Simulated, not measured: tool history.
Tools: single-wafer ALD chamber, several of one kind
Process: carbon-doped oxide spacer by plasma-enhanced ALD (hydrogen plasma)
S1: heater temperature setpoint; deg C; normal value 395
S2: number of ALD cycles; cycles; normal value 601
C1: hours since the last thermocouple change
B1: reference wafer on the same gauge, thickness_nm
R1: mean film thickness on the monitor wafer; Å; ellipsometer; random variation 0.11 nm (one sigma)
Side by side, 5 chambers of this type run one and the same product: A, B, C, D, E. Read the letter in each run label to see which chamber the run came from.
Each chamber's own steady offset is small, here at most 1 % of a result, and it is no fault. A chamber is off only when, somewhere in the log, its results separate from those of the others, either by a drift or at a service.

Run 1D, hour 12.2: usual settings; C1 1301.2; B1 26.102. Result: R1 297.29 Å.
Run 2B, hour 26.8: usual settings; C1 172.3; B1 26.107. Result: R1 301.77 Å.
Run 3C, hour 40.9: usual settings; C1 242.3; B1 26.101. Result: R1 301.76 Å.
Run 4A, hour 54.2: usual settings; C1 1312.4; B1 26.114. Result: R1 298.16 Å.
Run 5E, hour 63.4: usual settings but S1 405 deg C, S2 657 cycles; C1 1008.6; B1 26.099. Result: R1 320.92 Å.
Run 6A, hour 74.2: usual settings but S1 405 deg C, S2 657 cycles; C1 1332.4; B1 26.101. Result: R1 322.80 Å.
Run 7E, hour 82.6: usual settings but S1 405 deg C, S2 657 cycles; C1 1027.8; B1 26.112. Result: R1 322.52 Å.
Run 8C, hour 95.9: usual settings but S1 405 deg C, S2 657 cycles; C1 297.3; B1 26.089. Result: R1 321.41 Å.
Run 9D, hour 111.9: usual settings but S1 405 deg C, S2 657 cycles; C1 1400.9; B1 26.079. Result: R1 317.50 Å.
Run 10B, hour 122.4: usual settings; C1 267.9; B1 26.109. Result: R1 300.97 Å.
Run 11E, hour 138.0: usual settings; C1 1083.2; B1 26.094. Result: R1 299.37 Å.
Run 12C, hour 145.3: usual settings; C1 346.7; B1 26.099. Result: R1 301.12 Å.
Run 13D, hour 159.2: usual settings; C1 1448.2; B1 26.087. Result: R1 297.17 Å.
Run 14B, hour 166.5: usual settings; C1 312.0; B1 26.072. Result: R1 301.30 Å.
Run 15A, hour 182.8: usual settings but S1 385 deg C, S2 661 cycles; C1 1441.0; B1 26.119. Result: R1 331.09 Å.
Run 16D, hour 194.4: usual settings but S1 385 deg C, S2 661 cycles; C1 1483.4; B1 26.124. Result: R1 329.78 Å.
Run 17C, hour 206.9: usual settings but S1 385 deg C, S2 661 cycles; C1 408.3; B1 26.105. Result: R1 330.40 Å.
Run 18A, hour 220.9: usual settings but S1 385 deg C, S2 661 cycles; C1 1479.1; B1 26.104. Result: R1 329.28 Å.
Run 19B, hour 236.8: usual settings but S1 385 deg C, S2 661 cycles; C1 382.3; B1 26.123. Result: R1 330.38 Å.
Run 20E, hour 250.6: usual settings; C1 1195.8; B1 26.115. Result: R1 298.09 Å.
Run 21B, hour 259.2: usual settings; C1 404.7; B1 26.107. Result: R1 300.76 Å.
Run 22E, hour 266.2: usual settings; C1 1211.4; B1 26.096. Result: R1 300.13 Å.
Run 23A, hour 281.6: usual settings but S1 404 deg C, S2 544 cycles; C1 1539.8; B1 26.115. Result: R1 266.61 Å.
Run 24D, hour 292.4: usual settings but S1 404 deg C, S2 544 cycles; C1 1581.4; B1 26.121. Result: R1 260.66 Å.
Run 25C, hour 301.2: usual settings but S1 404 deg C, S2 544 cycles; C1 502.6; B1 26.110. Result: R1 267.67 Å.
Run 26C, hour 313.7: usual settings but S1 404 deg C, S2 544 cycles; C1 515.1; B1 26.107. Result: R1 267.21 Å.
Run 27E, hour 329.9: usual settings but S1 404 deg C, S2 544 cycles; C1 1275.1; B1 26.103. Result: R1 266.83 Å.
Run 28A, hour 341.4: usual settings; C1 1599.6; B1 26.084. Result: R1 299.66 Å.
Run 29D, hour 355.6: usual settings but S1 380 deg C, S2 681 cycles; C1 1644.6; B1 26.106. Result: R1 338.68 Å.
Run 30B, hour 369.5: usual settings but S1 380 deg C, S2 681 cycles; C1 515.0; B1 26.112. Result: R1 342.24 Å.
At hour 378.0: chamber A: thermocouple changed; heater temperature recalibrated.
Run 31C, hour 378.1: usual settings but S1 380 deg C, S2 681 cycles; C1 579.5; B1 26.080. Result: R1 340.36 Å.
Run 32A, hour 392.9: usual settings but S1 380 deg C, S2 681 cycles; C1 15.0; B1 26.125. Result: R1 341.74 Å.
Run 33E, hour 404.8: usual settings but S1 380 deg C, S2 681 cycles; C1 1350.0; B1 26.110. Result: R1 339.14 Å.
Run 34D, hour 416.2: usual settings; C1 1705.2; B1 26.133. Result: R1 298.67 Å.
Run 35B, hour 430.1: usual settings but S2 647 cycles; C1 575.6; B1 26.126. Result: R1 323.86 Å.
Run 36A, hour 441.1: usual settings but S2 647 cycles; C1 63.2; B1 26.086. Result: R1 322.50 Å.
Run 37D, hour 457.0: usual settings but S2 647 cycles; C1 1746.0; B1 26.094. Result: R1 320.83 Å.
Run 38C, hour 470.8: usual settings but S2 647 cycles; C1 672.2; B1 26.113. Result: R1 323.17 Å.

Each of the 5 chambers runs these same settings next. Fill in every chamber's results:
Run 39A, hour 482.6: usual settings but S2 649 cycles. Result: R1 ?.
Run 39B, hour 482.6: usual settings but S2 649 cycles. Result: R1 ?.
Run 39C, hour 482.6: usual settings but S2 649 cycles. Result: R1 ?.
Run 39D, hour 482.6: usual settings but S2 649 cycles. Result: R1 ?.
Run 39E, hour 482.6: usual settings but S2 649 cycles. Result: R1 ?.

run      R1
39A  325.63
39B  326.17
39C  325.25
39D  322.06
39E  324.15
